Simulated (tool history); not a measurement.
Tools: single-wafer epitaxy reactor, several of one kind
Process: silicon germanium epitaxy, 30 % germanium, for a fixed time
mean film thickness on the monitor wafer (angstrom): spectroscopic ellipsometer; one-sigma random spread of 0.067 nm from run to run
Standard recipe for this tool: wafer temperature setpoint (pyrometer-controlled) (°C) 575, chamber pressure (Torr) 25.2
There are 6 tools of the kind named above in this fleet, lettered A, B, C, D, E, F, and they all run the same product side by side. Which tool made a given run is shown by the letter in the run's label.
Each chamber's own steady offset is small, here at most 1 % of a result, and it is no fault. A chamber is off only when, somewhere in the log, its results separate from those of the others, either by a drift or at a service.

run	hour	wafer temperature setpoint (pyrometer-controlled) (°C)	chamber pressure (Torr)	read-back reference wafer on the same gauge, thickness_nm	mean film thickness on the monitor wafer (angstrom)
1A	12.6	575	25.2	47.609	406.30
2C	24.0	575	25.2	47.572	403.87
3E	31.9	575	25.2	47.557	404.75
# hour 44.8: chamber E: capacitance manometer re-zeroed and calibrated
4D	47.0	575	25.2	47.561	400.79
5F	62.2	575	25.2	47.559	405.45
6B	76.6	575	25.2	47.544	403.30
7F	86.4	575	25.2	47.531	405.08
8B	96.4	575	25.2	47.550	402.79
9E	109.9	575	25.2	47.521	404.57
10C	120.1	575	25.2	47.509	404.03
# hour 124.7: chamber A: pyrometer calibrated
11A	133.7	575	25.2	47.503	406.66
12D	145.9	575	25.2	47.495	399.72
# hour 154.7: chamber B: capacitance manometer re-zeroed and calibrated
13C	156.9	575	25.2	47.495	403.50
# hour 164.8: chamber F: pyrometer calibrated
14B	167.9	575	25.2	47.473	402.34
15D	175.8	575	25.2	47.460	399.01
16F	188.8	575	25.2	47.461	403.49
17A	203.2	587	25.2	47.448	508.53
18E	215.3	587	25.2	47.461	508.32
19B	229.9	587	25.2	47.451	505.81
20F	246.6	587	25.2	47.438	504.14
21E	262.7	587	25.2	47.436	508.01
22A	275.8	587	25.2	47.407	506.83
23C	292.2	575	25.2	47.385	402.58
24D	308.6	575	25.2	47.385	397.92
25E	321.0	575	25.2	47.370	404.00
26F	331.9	575	25.2	47.365	402.50
27C	347.5	575	25.2	47.332	403.19
28A	357.8	575	25.2	47.339	405.39
29D	365.8	575	25.2	47.350	399.39
30B	378.7	575	23.1	47.328	386.67
31D	387.3	575	23.1	47.319	384.95
32C	396.0	575	23.1	47.337	388.78
33F	405.0	575	23.1	47.321	388.77
34A	413.6	575	23.1	47.303	392.52
35B	420.9	575	23.1	47.298	387.45
36E	431.9	575	25.2	47.293	403.13
37C	446.3	575	25.2	47.279	401.92

One chamber off, gauge drift, or nothing amiss beyond the chambers' own small offsets? If it is a chamber, which one, and what is the likeliest cause?

No chamber is off; the gauge reading every chamber's wafers drifts, which makes the whole fleet appear to move together.
Likeliest cause: gauge reads low (%) = 0.679.
